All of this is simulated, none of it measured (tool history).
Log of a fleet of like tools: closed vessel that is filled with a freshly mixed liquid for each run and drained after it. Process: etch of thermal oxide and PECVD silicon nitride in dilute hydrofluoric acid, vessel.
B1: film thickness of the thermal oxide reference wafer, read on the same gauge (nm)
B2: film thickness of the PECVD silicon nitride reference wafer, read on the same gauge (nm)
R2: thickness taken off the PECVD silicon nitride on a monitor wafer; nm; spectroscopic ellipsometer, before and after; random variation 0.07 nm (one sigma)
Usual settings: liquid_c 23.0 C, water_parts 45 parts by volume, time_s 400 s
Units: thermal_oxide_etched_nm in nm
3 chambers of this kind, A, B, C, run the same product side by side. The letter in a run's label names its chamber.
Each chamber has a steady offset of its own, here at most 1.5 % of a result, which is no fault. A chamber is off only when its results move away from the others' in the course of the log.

Run 1C, hour 10.8: usual settings; B1 140.01; B2 120.00. Result: thermal_oxide_etched_nm 41.240 nm, R2 21.709 nm.
Run 2B, hour 24.8: usual settings; B1 140.00; B2 120.01. Result: thermal_oxide_etched_nm 42.241 nm, R2 21.649 nm.
Run 3A, hour 37.7: usual settings; B1 139.99; B2 120.02. Result: thermal_oxide_etched_nm 41.332 nm, R2 21.624 nm.
Run 4B, hour 47.6: usual settings; B1 140.00; B2 119.99. Result: thermal_oxide_etched_nm 41.328 nm, R2 21.616 nm.
Run 5C, hour 54.9: usual settings; B1 140.00; B2 119.97. Result: thermal_oxide_etched_nm 41.770 nm, R2 21.660 nm.
Run 6A, hour 65.7: usual settings; B1 140.01; B2 120.03. Result: thermal_oxide_etched_nm 41.455 nm, R2 21.655 nm.
Run 7B, hour 73.4: usual settings; B1 139.99; B2 119.97. Result: thermal_oxide_etched_nm 42.044 nm, R2 21.672 nm.
Run 8C, hour 85.3: usual settings but liquid_c 24.5 C; B1 139.99; B2 119.98. Result: thermal_oxide_etched_nm 43.968 nm, R2 23.898 nm.
Run 9A, hour 97.2: usual settings but liquid_c 24.5 C; B1 139.99; B2 120.00. Result: thermal_oxide_etched_nm 43.778 nm, R2 23.919 nm.
Run 10B, hour 110.0: usual settings but liquid_c 24.5 C; B1 139.99; B2 119.94. Result: thermal_oxide_etched_nm 44.333 nm, R2 23.944 nm.
Run 11A, hour 117.0: usual settings; B1 139.96; B2 119.96. Result: thermal_oxide_etched_nm 41.555 nm, R2 21.668 nm.
Run 12C, hour 125.8: usual settings; B1 139.99; B2 119.99. Result: thermal_oxide_etched_nm 41.138 nm, R2 21.542 nm.
Run 13C, hour 133.8: usual settings; B1 140.02; B2 120.01. Result: thermal_oxide_etched_nm 41.604 nm, R2 21.602 nm.
Run 14A, hour 145.9: usual settings; B1 140.00; B2 119.97. Result: thermal_oxide_etched_nm 41.059 nm, R2 21.687 nm.
Run 15B, hour 155.8: usual settings; B1 140.00; B2 120.03. Result: thermal_oxide_etched_nm 41.700 nm, R2 21.578 nm.
Run 16A, hour 162.9: usual settings; B1 140.01; B2 120.00. Result: thermal_oxide_etched_nm 41.635 nm, R2 21.620 nm.
Run 17B, hour 171.8: usual settings; B1 139.94; B2 119.96. Result: thermal_oxide_etched_nm 41.344 nm, R2 21.650 nm.
At hour 178.9: chamber A: thermometer replaced.
Run 18C, hour 184.3: usual settings; B1 140.01; B2 120.00. Result: thermal_oxide_etched_nm 41.342 nm, R2 21.570 nm.
Run 19C, hour 193.2: usual settings; B1 140.01; B2 120.04. Result: thermal_oxide_etched_nm 41.118 nm, R2 21.565 nm.
Run 20A, hour 200.2: usual settings; B1 139.98; B2 120.00. Result: thermal_oxide_etched_nm 41.026 nm, R2 21.649 nm.
Run 21B, hour 208.9: usual settings; B1 140.02; B2 119.99. Result: thermal_oxide_etched_nm 42.113 nm, R2 21.789 nm.
Run 22C, hour 217.5: usual settings; B1 140.03; B2 119.98. Result: thermal_oxide_etched_nm 41.248 nm, R2 21.680 nm.
Run 23B, hour 231.4: usual settings; B1 139.98; B2 119.99. Result: thermal_oxide_etched_nm 42.108 nm, R2 21.766 nm.
Run 24A, hour 239.1: usual settings; B1 140.03; B2 120.00. Result: thermal_oxide_etched_nm 41.371 nm, R2 21.600 nm.
Run 25B, hour 253.7: usual settings; B1 139.98; B2 119.99. Result: thermal_oxide_etched_nm 41.434 nm, R2 21.669 nm.
At hour 255.5: chamber B: hydrofluoric acid flow meter replaced.
Run 26C, hour 262.4: usual settings but time_s 490 s; B1 140.00; B2 119.99. Result: thermal_oxide_etched_nm 50.502 nm, R2 26.432 nm.
Run 27A, hour 269.8: usual settings but time_s 490 s; B1 139.96; B2 120.00. Result: thermal_oxide_etched_nm 50.984 nm, R2 26.381 nm.
Run 28C, hour 279.3: usual settings but time_s 490 s; B1 139.99; B2 119.99. Result: thermal_oxide_etched_nm 50.426 nm, R2 26.488 nm.
Run 29B, hour 286.2: usual settings; B1 140.02; B2 120.00. Result: thermal_oxide_etched_nm 41.653 nm, R2 21.586 nm.
Run 30A, hour 297.2: usual settings; B1 140.00; B2 120.01. Result: thermal_oxide_etched_nm 41.283 nm, R2 21.644 nm.
Run 31B, hour 308.3: usual settings; B1 139.99; B2 120.02. Result: thermal_oxide_etched_nm 41.864 nm, R2 21.720 nm.
Run 32A, hour 319.8: usual settings; B1 140.01; B2 119.97. Result: thermal_oxide_etched_nm 41.384 nm, R2 21.512 nm.
Run 33C, hour 326.7: usual settings; B1 139.97; B2 120.00. Result: thermal_oxide_etched_nm 40.974 nm, R2 21.718 nm.
Run 34B, hour 336.0: usual settings; B1 139.96; B2 119.99. Result: thermal_oxide_etched_nm 41.669 nm, R2 21.769 nm.
Run 35C, hour 348.7: usual settings; B1 139.98; B2 119.98. Result: thermal_oxide_etched_nm 41.047 nm, R2 21.620 nm.
Run 36A, hour 361.7: usual settings; B1 140.00; B2 120.01. Result: thermal_oxide_etched_nm 40.889 nm, R2 21.596 nm.
Run 37B, hour 370.8: usual settings; B1 140.03; B2 119.94. Result: thermal_oxide_etched_nm 41.578 nm, R2 21.639 nm.

All 3 chambers run these settings next. Forecast each chamber's results:
Run 38A, hour 381.3: usual settings. Result: thermal_oxide_etched_nm ?, R2 ?.
Run 38B, hour 381.3: usual settings. Result: thermal_oxide_etched_nm ?, R2 ?.
Run 38C, hour 381.3: usual settings. Result: thermal_oxide_etched_nm ?, R2 ?.

run  thermal_oxide_etched_nm      R2
38A                   41.639  21.575
38B                   41.575  21.707
38C                   40.779  21.620
